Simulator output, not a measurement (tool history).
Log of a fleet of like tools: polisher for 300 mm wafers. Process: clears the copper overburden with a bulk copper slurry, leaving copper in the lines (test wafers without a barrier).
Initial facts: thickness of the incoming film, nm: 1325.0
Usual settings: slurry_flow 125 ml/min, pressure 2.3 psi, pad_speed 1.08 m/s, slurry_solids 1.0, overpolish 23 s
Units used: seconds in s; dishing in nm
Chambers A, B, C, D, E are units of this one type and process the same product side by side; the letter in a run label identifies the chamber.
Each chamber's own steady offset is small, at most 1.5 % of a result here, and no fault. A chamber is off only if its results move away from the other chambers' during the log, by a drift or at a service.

{"run": "1A", "hour": 5.6, "slurry_flow": 125, "pressure": 2.3, "pad_speed": 1.08, "slurry_solids": 1.0, "overpolish": 23, "seconds": 143.38, "dishing": 101.65}
{"run": "2B", "hour": 17.1, "slurry_flow": 125, "pressure": 2.3, "pad_speed": 1.08, "slurry_solids": 1.0, "overpolish": 23, "seconds": 143.74, "dishing": 104.57}
{"run": "3E", "hour": 23.5, "slurry_flow": 125, "pressure": 2.3, "pad_speed": 1.08, "slurry_solids": 1.0, "overpolish": 23, "seconds": 141.71, "dishing": 103.12}
{"run": "4C", "hour": 30.7, "slurry_flow": 125, "pressure": 2.3, "pad_speed": 1.08, "slurry_solids": 1.0, "overpolish": 23, "seconds": 147.38, "dishing": 103.78}
{"run": "5D", "hour": 40.7, "slurry_flow": 125, "pressure": 2.3, "pad_speed": 1.08, "slurry_solids": 1.0, "overpolish": 23, "seconds": 141.94, "dishing": 102.74}
{"hour": 41.0, "done": "chamber B: slurry blender recalibrated"}
{"run": "6D", "hour": 48.8, "slurry_flow": 125, "pressure": 2.3, "pad_speed": 1.08, "slurry_solids": 1.0, "overpolish": 23, "seconds": 142.27, "dishing": 103.63}
{"hour": 49.7, "done": "chamber E: slurry blender recalibrated"}
{"run": "7E", "hour": 54.7, "slurry_flow": 125, "pressure": 2.3, "pad_speed": 1.08, "slurry_solids": 1.0, "overpolish": 23, "seconds": 146.28, "dishing": 104.37}
{"hour": 59.7, "done": "chamber E: worn pad replaced by a new one"}
{"hour": 63.5, "done": "chamber B: worn pad replaced by a new one"}
{"run": "8C", "hour": 65.7, "slurry_flow": 125, "pressure": 2.3, "pad_speed": 1.08, "slurry_solids": 1.0, "overpolish": 33, "seconds": 144.42, "dishing": 121.33}
{"run": "9B", "hour": 71.2, "slurry_flow": 125, "pressure": 2.3, "pad_speed": 1.08, "slurry_solids": 1.0, "overpolish": 33, "seconds": 142.99, "dishing": 122.03}
{"hour": 78.7, "done": "chamber D: worn pad replaced by a new one"}
{"run": "10A", "hour": 80.1, "slurry_flow": 125, "pressure": 2.3, "pad_speed": 1.08, "slurry_solids": 1.0, "overpolish": 33, "seconds": 143.79, "dishing": 120.83}
{"run": "11A", "hour": 88.7, "slurry_flow": 125, "pressure": 2.3, "pad_speed": 1.08, "slurry_solids": 1.0, "overpolish": 33, "seconds": 142.35, "dishing": 123.82}
{"run": "12D", "hour": 99.9, "slurry_flow": 125, "pressure": 2.3, "pad_speed": 1.08, "slurry_solids": 1.0, "overpolish": 33, "seconds": 146.75, "dishing": 127.46}
{"run": "13B", "hour": 106.0, "slurry_flow": 125, "pressure": 2.3, "pad_speed": 1.08, "slurry_solids": 1.0, "overpolish": 23, "seconds": 141.22, "dishing": 100.66}
{"run": "14C", "hour": 111.4, "slurry_flow": 125, "pressure": 2.3, "pad_speed": 1.08, "slurry_solids": 1.0, "overpolish": 23, "seconds": 142.2, "dishing": 98.894}
{"hour": 121.8, "done": "chamber C: slurry nozzle cleaned"}
{"run": "15E", "hour": 122.3, "slurry_flow": 125, "pressure": 2.3, "pad_speed": 1.08, "slurry_solids": 1.0, "overpolish": 23, "seconds": 143.89, "dishing": 101.81}
{"hour": 128.3, "done": "chamber C: slurry blender recalibrated"}
{"run": "16E", "hour": 131.2, "slurry_flow": 125, "pressure": 2.3, "pad_speed": 1.08, "slurry_solids": 1.0, "overpolish": 23, "seconds": 145.39, "dishing": 101.27}
{"run": "17C", "hour": 137.1, "slurry_flow": 125, "pressure": 2.3, "pad_speed": 1.08, "slurry_solids": 1.0, "overpolish": 23, "seconds": 141.75, "dishing": 103.05}
{"hour": 140.2, "done": "chamber C: worn pad replaced by a new one"}
{"hour": 145.8, "done": "chamber B: worn pad replaced by a new one"}
{"run": "18B", "hour": 146.4, "slurry_flow": 125, "pressure": 2.3, "pad_speed": 1.08, "slurry_solids": 1.0, "overpolish": 23, "seconds": 140.88, "dishing": 104.17}
{"run": "19A", "hour": 153.0, "slurry_flow": 125, "pressure": 2.3, "pad_speed": 1.08, "slurry_solids": 1.0, "overpolish": 23, "seconds": 142.87, "dishing": 104.71}
{"hour": 155.1, "done": "chamber D: head pressure recalibrated"}
{"run": "20D", "hour": 158.3, "slurry_flow": 125, "pressure": 2.3, "pad_speed": 1.08, "slurry_solids": 1.0, "overpolish": 23, "seconds": 155.48, "dishing": 100.94}
{"hour": 158.9, "done": "chamber E: slurry nozzle cleaned"}
{"run": "21C", "hour": 166.9, "slurry_flow": 125, "pressure": 2.3, "pad_speed": 1.08, "slurry_solids": 1.0, "overpolish": 23, "seconds": 139.14, "dishing": 101.62}
{"run": "22D", "hour": 173.6, "slurry_flow": 125, "pressure": 2.3, "pad_speed": 1.08, "slurry_solids": 1.0, "overpolish": 23, "seconds": 153.27, "dishing": 98.143}
{"run": "23E", "hour": 185.3, "slurry_flow": 125, "pressure": 2.3, "pad_speed": 1.08, "slurry_solids": 1.0, "overpolish": 23, "seconds": 141.87, "dishing": 103.56}
{"hour": 191.6, "done": "chamber D: worn pad replaced by a new one"}
{"run": "24A", "hour": 196.9, "slurry_flow": 125, "pressure": 2.3, "pad_speed": 1.08, "slurry_solids": 1.0, "overpolish": 23, "seconds": 140.55, "dishing": 101.62}
{"hour": 207.5, "done": "chamber A: worn pad replaced by a new one"}
{"run": "25B", "hour": 208.6, "slurry_flow": 125, "pressure": 2.7, "pad_speed": 1.08, "slurry_solids": 0.9, "overpolish": 23, "seconds": 123.76, "dishing": 119.98}
{"hour": 211.7, "done": "chamber D: slurry nozzle cleaned"}
{"run": "26A", "hour": 215.2, "slurry_flow": 125, "pressure": 2.7, "pad_speed": 1.08, "slurry_solids": 0.9, "overpolish": 23, "seconds": 122.95, "dishing": 117.01}
{"run": "27E", "hour": 221.2, "slurry_flow": 125, "pressure": 2.7, "pad_speed": 1.08, "slurry_solids": 0.9, "overpolish": 23, "seconds": 120.83, "dishing": 110.16}
{"hour": 225.3, "done": "chamber E: worn pad replaced by a new one"}
{"run": "28B", "hour": 231.6, "slurry_flow": 125, "pressure": 2.7, "pad_speed": 1.08, "slurry_solids": 0.9, "overpolish": 23, "seconds": 125.07, "dishing": 118.6}
{"run": "29D", "hour": 241.7, "slurry_flow": 125, "pressure": 2.7, "pad_speed": 1.08, "slurry_solids": 0.9, "overpolish": 23, "seconds": 135.1, "dishing": 109.02}
{"run": "30C", "hour": 251.2, "slurry_flow": 125, "pressure": 2.3, "pad_speed": 1.26, "slurry_solids": 1.0, "overpolish": 23, "seconds": 123.82, "dishing": 115.99}
{"run": "31E", "hour": 257.2, "slurry_flow": 125, "pressure": 2.3, "pad_speed": 1.26, "slurry_solids": 1.0, "overpolish": 23, "seconds": 121.68, "dishing": 113.03}
{"run": "32C", "hour": 266.2, "slurry_flow": 125, "pressure": 2.3, "pad_speed": 1.26, "slurry_solids": 1.0, "overpolish": 23, "seconds": 124.93, "dishing": 110.96}
{"run": "33D", "hour": 275.8, "slurry_flow": 125, "pressure": 2.3, "pad_speed": 1.26, "slurry_solids": 1.0, "overpolish": 23, "seconds": 128.13, "dishing": 103.62}

Next, all 5 chambers run the settings below, one line each with question marks for the results. What does each chamber give?
{"run": "34A", "hour": 284.2, "slurry_flow": 125, "pressure": 2.3, "pad_speed": 1.08, "slurry_solids": 1.0, "overpolish": 23, "seconds": "?", "dishing": "?"}
{"run": "34B", "hour": 284.2, "slurry_flow": 125, "pressure": 2.3, "pad_speed": 1.08, "slurry_solids": 1.0, "overpolish": 23, "seconds": "?", "dishing": "?"}
{"run": "34C", "hour": 284.2, "slurry_flow": 125, "pressure": 2.3, "pad_speed": 1.08, "slurry_solids": 1.0, "overpolish": 23, "seconds": "?", "dishing": "?"}
{"run": "34D", "hour": 284.2, "slurry_flow": 125, "pressure": 2.3, "pad_speed": 1.08, "slurry_solids": 1.0, "overpolish": 23, "seconds": "?", "dishing": "?"}
{"run": "34E", "hour": 284.2, "slurry_flow": 125, "pressure": 2.3, "pad_speed": 1.08, "slurry_solids": 1.0, "overpolish": 23, "seconds": "?", "dishing": "?"}

run=34A seconds=144.52 dishing=103.460
run=34B seconds=138.79 dishing=108.050
run=34C seconds=139.23 dishing=101.900
run=34D seconds=153.88 dishing=95.722
run=34E seconds=140.29 dishing=100.560
